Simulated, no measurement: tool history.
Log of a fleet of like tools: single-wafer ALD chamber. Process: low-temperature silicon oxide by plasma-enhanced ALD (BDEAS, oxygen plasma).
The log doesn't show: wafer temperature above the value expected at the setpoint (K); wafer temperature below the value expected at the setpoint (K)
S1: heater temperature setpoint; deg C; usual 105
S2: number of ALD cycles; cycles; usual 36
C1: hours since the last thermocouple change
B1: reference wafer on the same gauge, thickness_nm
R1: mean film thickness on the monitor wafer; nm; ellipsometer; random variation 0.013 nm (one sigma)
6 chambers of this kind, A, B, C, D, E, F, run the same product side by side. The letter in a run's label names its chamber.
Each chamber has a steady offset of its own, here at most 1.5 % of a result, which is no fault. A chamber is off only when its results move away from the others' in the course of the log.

| run | hour | S1 | S2 | C1 | B1 | R1 |
|---|---|---|---|---|---|---|
| 1D | 4.2 | 105 | 36 | 790.8 | 4.55 | 5.1443 |
| 2A | 8.2 | 105 | 36 | 2282.8 | 4.5508 | 5.1253 |
| 3E | 11 | 105 | 36 | 1515.5 | 4.5515 | 5.0385 |
| 4B | 15.6 | 105 | 36 | 1400.7 | 4.5516 | 5.1109 |
| 5C | 18.8 | 96 | 31 | 1197.5 | 4.5496 | 4.439 |
| 6F | 20.9 | 96 | 31 | 285.2 | 4.5476 | 4.5374 |
| 7E | 24.3 | 96 | 31 | 1528.8 | 4.5497 | 4.4336 |
| 8B | 27.3 | 96 | 31 | 1412.4 | 4.5478 | 4.4871 |
| 9D | 31.7 | 96 | 31 | 818.3 | 4.5542 | 4.4913 |
| 10F | 36.2 | 96 | 31 | 300.5 | 4.5515 | 4.5343 |
| 11C | 38.8 | 105 | 36 | 1217.5 | 4.5479 | 5.0332 |
| 12A | 42.2 | 105 | 36 | 2316.8 | 4.5512 | 5.1322 |
| 13F | 45.2 | 105 | 34 | 309.5 | 4.5484 | 4.8785 |
| 14E | 47.4 | 105 | 34 | 1551.9 | 4.5496 | 4.7911 |
| 15A | 49.5 | 105 | 34 | 2324.1 | 4.5502 | 4.8408 |
| 16D | 51.9 | 105 | 34 | 838.5 | 4.5491 | 4.8007 |
| 17B | 56 | 105 | 34 | 1441.1 | 4.5538 | 4.8196 |
| 18C | 58.4 | 105 | 34 | 1237.1 | 4.5492 | 4.7555 |
| 19C | 62.6 | 105 | 36 | 1241.3 | 4.5486 | 5.0413 |
| 20F | 65.9 | 105 | 36 | 330.2 | 4.5492 | 5.1397 |
| 21E | 69.7 | 105 | 36 | 1574.2 | 4.5501 | 5.0573 |
| 22A | 73.9 | 105 | 36 | 2348.5 | 4.5518 | 5.1313 |
| 23D | 78.1 | 105 | 36 | 864.7 | 4.5493 | 5.1315 |
| 24B | 81.9 | 105 | 36 | 1467 | 4.5481 | 5.0931 |
| 25D | 85 | 105 | 36 | 871.6 | 4.5495 | 5.1189 |
| 26B | 87 | 105 | 36 | 1472.1 | 4.5508 | 5.0915 |
| 27A | 91.3 | 105 | 36 | 2365.9 | 4.5485 | 5.1178 |
| 28E | 93.4 | 105 | 36 | 1597.9 | 4.5497 | 5.0335 |
| 29C | 96.6 | 105 | 36 | 1275.3 | 4.5476 | 5.0375 |
| 30F | 99.9 | 111 | 36 | 364.2 | 4.5467 | 5.0883 |
| 31D | 102.3 | 111 | 36 | 888.9 | 4.5468 | 5.0743 |
| 32A | 106.1 | 111 | 36 | 2380.7 | 4.5465 | 5.0791 |
| 33B | 108.2 | 111 | 36 | 1493.3 | 4.5526 | 5.0427 |
| 34F | 110.4 | 111 | 36 | 374.7 | 4.5503 | 5.0814 |
| 35E | 114.5 | 111 | 36 | 1619 | 4.5491 | 4.995 |
| 36C | 118.2 | 105 | 36 | 1296.9 | 4.5485 | 5.0449 |
| 37B | 120.6 | 92 | 36 | 1505.7 | 4.5467 | 5.2807 |
| 38D | 122.9 | 92 | 36 | 909.5 | 4.5485 | 5.3053 |
| 39C | 126.4 | 92 | 36 | 1305.1 | 4.5524 | 5.222 |
| 40F | 128.4 | 92 | 36 | 392.7 | 4.5519 | 5.3354 |
| 41E | 133 | 92 | 36 | 1637.5 | 4.5505 | 5.227 |
| 42A | 135.3 | 92 | 36 | 2409.9 | 4.5501 | 5.3239 |
| 43D | 138.4 | 105 | 36 | 925 | 4.5468 | 5.113 |

Is one chamber off against the others, does the gauge drift, or is nothing wrong? If a chamber is off, say which, and what the likeliest cause is.

No chamber stands off beyond its own small offset, and the gauge holds steady.
